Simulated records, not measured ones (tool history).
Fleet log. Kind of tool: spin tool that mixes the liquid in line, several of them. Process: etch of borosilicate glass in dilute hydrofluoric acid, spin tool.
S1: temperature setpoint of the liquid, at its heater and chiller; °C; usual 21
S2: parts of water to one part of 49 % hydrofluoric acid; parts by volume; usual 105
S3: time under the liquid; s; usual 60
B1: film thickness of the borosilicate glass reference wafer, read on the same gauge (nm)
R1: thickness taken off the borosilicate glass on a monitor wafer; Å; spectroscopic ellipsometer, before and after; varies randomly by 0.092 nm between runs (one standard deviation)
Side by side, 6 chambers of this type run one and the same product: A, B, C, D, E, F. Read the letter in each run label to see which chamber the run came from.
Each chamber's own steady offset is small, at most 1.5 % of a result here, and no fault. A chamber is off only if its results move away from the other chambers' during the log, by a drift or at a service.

run 1C hour=15.2 | S1=21 S2=105 S3=60 | B1=80.000 | R1=138.160
run 2B hour=24.1 | S1=21 S2=105 S3=60 | B1=80.016 | R1=138.290
run 3D hour=31.3 | S1=21 S2=105 S3=60 | B1=79.993 | R1=139.030
run 4A hour=43.7 | S1=21 S2=105 S3=60 | B1=80.016 | R1=138.000
run 5F hour=56.2 | S1=21 S2=105 S3=60 | B1=80.003 | R1=139.350
run 6E hour=64.1 | S1=21 S2=105 S3=60 | B1=79.984 | R1=138.070
run 7F hour=74.4 | S1=21 S2=105 S3=60 | B1=79.990 | R1=136.650
run 8A hour=89.3 | S1=21 S2=105 S3=60 | B1=79.986 | R1=138.410
run 9C hour=98.2 | S1=21 S2=105 S3=60 | B1=80.003 | R1=139.560
run 10B hour=108.3 | S1=21 S2=105 S3=60 | B1=79.995 | R1=140.780
run 11E hour=117.6 | S1=21 S2=105 S3=60 | B1=80.010 | R1=134.870
run 12D hour=128.5 | S1=21 S2=105 S3=60 | B1=79.976 | R1=138.800
run 13E hour=141.0 | S1=21 S2=105 S3=60 | B1=79.990 | R1=136.650
run 14C hour=149.6 | S1=21 S2=105 S3=60 | B1=79.956 | R1=138.730
run 15D hour=163.5 | S1=21 S2=80 S3=30 | B1=79.986 | R1=92.659
run 16F hour=171.0 | S1=21 S2=80 S3=30 | B1=80.023 | R1=94.260
run 17A hour=181.7 | S1=21 S2=80 S3=30 | B1=80.031 | R1=93.214
-- hour=186.2 chamber E: hydrofluoric acid flow meter replaced
run 18B hour=195.6 | S1=21 S2=80 S3=30 | B1=79.991 | R1=93.365
run 19D hour=205.5 | S1=21 S2=80 S3=30 | B1=80.004 | R1=91.675
run 20E hour=218.8 | S1=21 S2=80 S3=30 | B1=80.003 | R1=93.359
run 21F hour=226.3 | S1=21 S2=105 S3=60 | B1=80.011 | R1=136.820
run 22A hour=233.0 | S1=21 S2=105 S3=60 | B1=79.990 | R1=139.380
run 23B hour=240.1 | S1=21 S2=105 S3=60 | B1=80.013 | R1=139.140
run 24C hour=251.7 | S1=21 S2=105 S3=60 | B1=79.973 | R1=137.460
-- hour=261.5 chamber B: hydrofluoric acid flow meter replaced
run 25B hour=263.4 | S1=21 S2=105 S3=90 | B1=79.996 | R1=208.330
run 26D hour=273.7 | S1=21 S2=105 S3=90 | B1=80.028 | R1=207.810
run 27E hour=287.3 | S1=21 S2=105 S3=90 | B1=80.022 | R1=206.440
run 28F hour=302.4 | S1=21 S2=105 S3=90 | B1=79.999 | R1=206.970
run 29A hour=316.9 | S1=21 S2=105 S3=90 | B1=80.052 | R1=206.680
run 30C hour=328.3 | S1=21 S2=105 S3=90 | B1=79.986 | R1=210.520
run 31E hour=341.4 | S1=21 S2=105 S3=60 | B1=80.023 | R1=136.440
run 32B hour=348.3 | S1=21 S2=105 S3=60 | B1=79.963 | R1=138.040
run 33F hour=358.3 | S1=21 S2=105 S3=60 | B1=80.011 | R1=137.600
run 34D hour=367.0 | S1=21 S2=125 S3=75 | B1=79.976 | R1=141.100
run 35C hour=381.3 | S1=21 S2=125 S3=75 | B1=80.009 | R1=141.350
run 36A hour=391.7 | S1=21 S2=125 S3=75 | B1=79.989 | R1=141.410

All 6 chambers run these settings next. Forecast each chamber's results:
run 37A hour=402.6 | S1=21 S2=140 S3=60 | R1=?
run 37B hour=402.6 | S1=21 S2=140 S3=60 | R1=?
run 37C hour=402.6 | S1=21 S2=140 S3=60 | R1=?
run 37D hour=402.6 | S1=21 S2=140 S3=60 | R1=?
run 37E hour=402.6 | S1=21 S2=140 S3=60 | R1=?
run 37F hour=402.6 | S1=21 S2=140 S3=60 | R1=?

run=37A R1=99.143
run=37B R1=100.550
run=37C R1=102.520
run=37D R1=99.841
run=37E R1=99.343
run=37F R1=99.695

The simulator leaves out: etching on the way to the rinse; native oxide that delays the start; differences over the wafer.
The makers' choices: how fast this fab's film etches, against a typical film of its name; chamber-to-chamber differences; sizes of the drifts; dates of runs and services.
